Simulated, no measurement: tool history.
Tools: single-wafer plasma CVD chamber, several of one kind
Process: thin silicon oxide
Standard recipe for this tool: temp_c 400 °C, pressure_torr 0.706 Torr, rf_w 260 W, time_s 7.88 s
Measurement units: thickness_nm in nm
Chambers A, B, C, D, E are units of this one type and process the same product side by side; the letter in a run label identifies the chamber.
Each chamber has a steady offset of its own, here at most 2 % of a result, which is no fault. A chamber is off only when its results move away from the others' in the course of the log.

run	hour	temp_c	pressure_torr	rf_w	time_s	hours since the last thermocouple change	hours since the last RF generator calibration	hours since the last manometer calibration	read-back reference wafer on the same gauge, thickness_nm	thickness_nm
1B	9.3	400	0.706	260	7.88	1294.2	1542.8	15.3	11.199	11.928
2D	21.7	400	0.706	260	7.88	1354.6	2267.7	1992.3	11.2	12.022
3A	28	400	0.706	260	7.88	596.6	1937.2	686.7	11.198	12.309
4E	37.8	400	0.706	260	7.88	552.3	274.9	296.6	11.197	11.977
5C	51.2	406	0.706	260	7.88	779.9	1031.6	1770.4	11.208	12.046
6A	60.1	406	0.706	260	7.88	628.7	1969.3	718.8	11.204	12.203
# hour 64: chamber D: RF generator calibrated
7C	69	406	0.706	260	7.88	797.7	1049.4	1788.2	11.202	12.049
# hour 74.6: chamber A: RF generator calibrated
8D	77.7	406	0.706	260	7.88	1410.6	13.7	2048.3	11.18	12.065
9B	86.7	406	0.706	260	7.88	1371.6	1620.2	92.7	11.203	11.959
10E	93.1	400	0.706	260	7.88	607.6	330.2	351.9	11.194	11.936
11E	106.3	386	0.706	260	7.88	620.8	343.4	365.1	11.201	12.183
12B	119.5	386	0.706	260	7.88	1404.4	1653	125.5	11.201	12.11
13D	132.2	386	0.706	260	7.88	1465.1	68.2	2102.8	11.211	12.152
14C	141.8	386	0.706	260	7.88	870.5	1122.2	1861	11.199	12.159
15A	152.3	386	0.706	260	7.88	720.9	77.8	811	11.195	12.331
16D	158.5	413	0.706	230	7.88	1491.4	94.5	2129.1	11.203	11.376
17C	168.4	413	0.706	230	7.88	897.1	1148.8	1887.6	11.211	11.38
18B	178.8	413	0.706	230	7.88	1463.7	1712.3	184.8	11.188	11.295
19A	186.9	413	0.706	230	7.88	755.5	112.4	845.6	11.201	11.558
20E	194.6	413	0.706	230	7.88	709.1	431.7	453.4	11.198	11.223
# hour 207.2: chamber C: thermocouple changed; heater temperature recalibrated
21E	208.5	400	0.706	260	7.88	723	445.6	467.3	11.207	11.939
# hour 219.1: chamber B: RF generator calibrated
22C	219.9	400	0.706	260	7.88	12.7	1200.3	1939.1	11.196	12.061
23B	233.1	400	0.706	260	7.88	1518	14.1	239.1	11.187	11.974
24A	244.6	400	0.706	260	7.88	813.2	170.1	903.3	11.206	12.488
25D	255.3	400	0.706	260	7.88	1588.2	191.3	2225.9	11.2	12.039
26A	266.6	400	0.706	260	7.88	835.2	192.1	925.3	11.208	12.512
27C	275.3	400	0.706	260	7.88	68.1	1255.7	1994.5	11.205	12.144
28E	285	400	0.706	260	7.88	799.5	522.1	543.8	11.215	11.996
29B	296.1	409	0.706	260	8.59	1581	77.1	302.1	11.206	13.083
30D	305.9	409	0.706	260	8.59	1638.8	241.9	2276.5	11.214	13.05
31E	318.5	409	0.706	260	8.59	833	555.6	577.3	11.199	12.876
32A	325.7	409	0.706	260	8.59	894.3	251.2	984.4	11.195	13.805
33C	332.9	409	0.706	260	8.59	125.7	1313.3	2052.1	11.185	13.15
34B	346.7	400	0.706	260	7.88	1631.6	127.7	352.7	11.206	12.061
35D	358	400	0.706	260	7.88	1690.9	294	2328.6	11.189	12.062
36D	371.4	400	0.706	260	7.88	1704.3	307.4	2342	11.189	11.95
37A	379	405	0.706	260	7.88	947.6	304.5	1037.7	11.191	13.118

For the next run the whole fleet of 5 chambers uses the same settings. Give each chamber's results:
38A	389	400	0.706	230	7.88					?
38B	389	400	0.706	230	7.88					?
38C	389	400	0.706	230	7.88					?
38D	389	400	0.706	230	7.88					?
38E	389	400	0.706	230	7.88					?

run	thickness_nm
38A	12.424
38B	11.27
38C	11.36
38D	11.511
38E	11.321

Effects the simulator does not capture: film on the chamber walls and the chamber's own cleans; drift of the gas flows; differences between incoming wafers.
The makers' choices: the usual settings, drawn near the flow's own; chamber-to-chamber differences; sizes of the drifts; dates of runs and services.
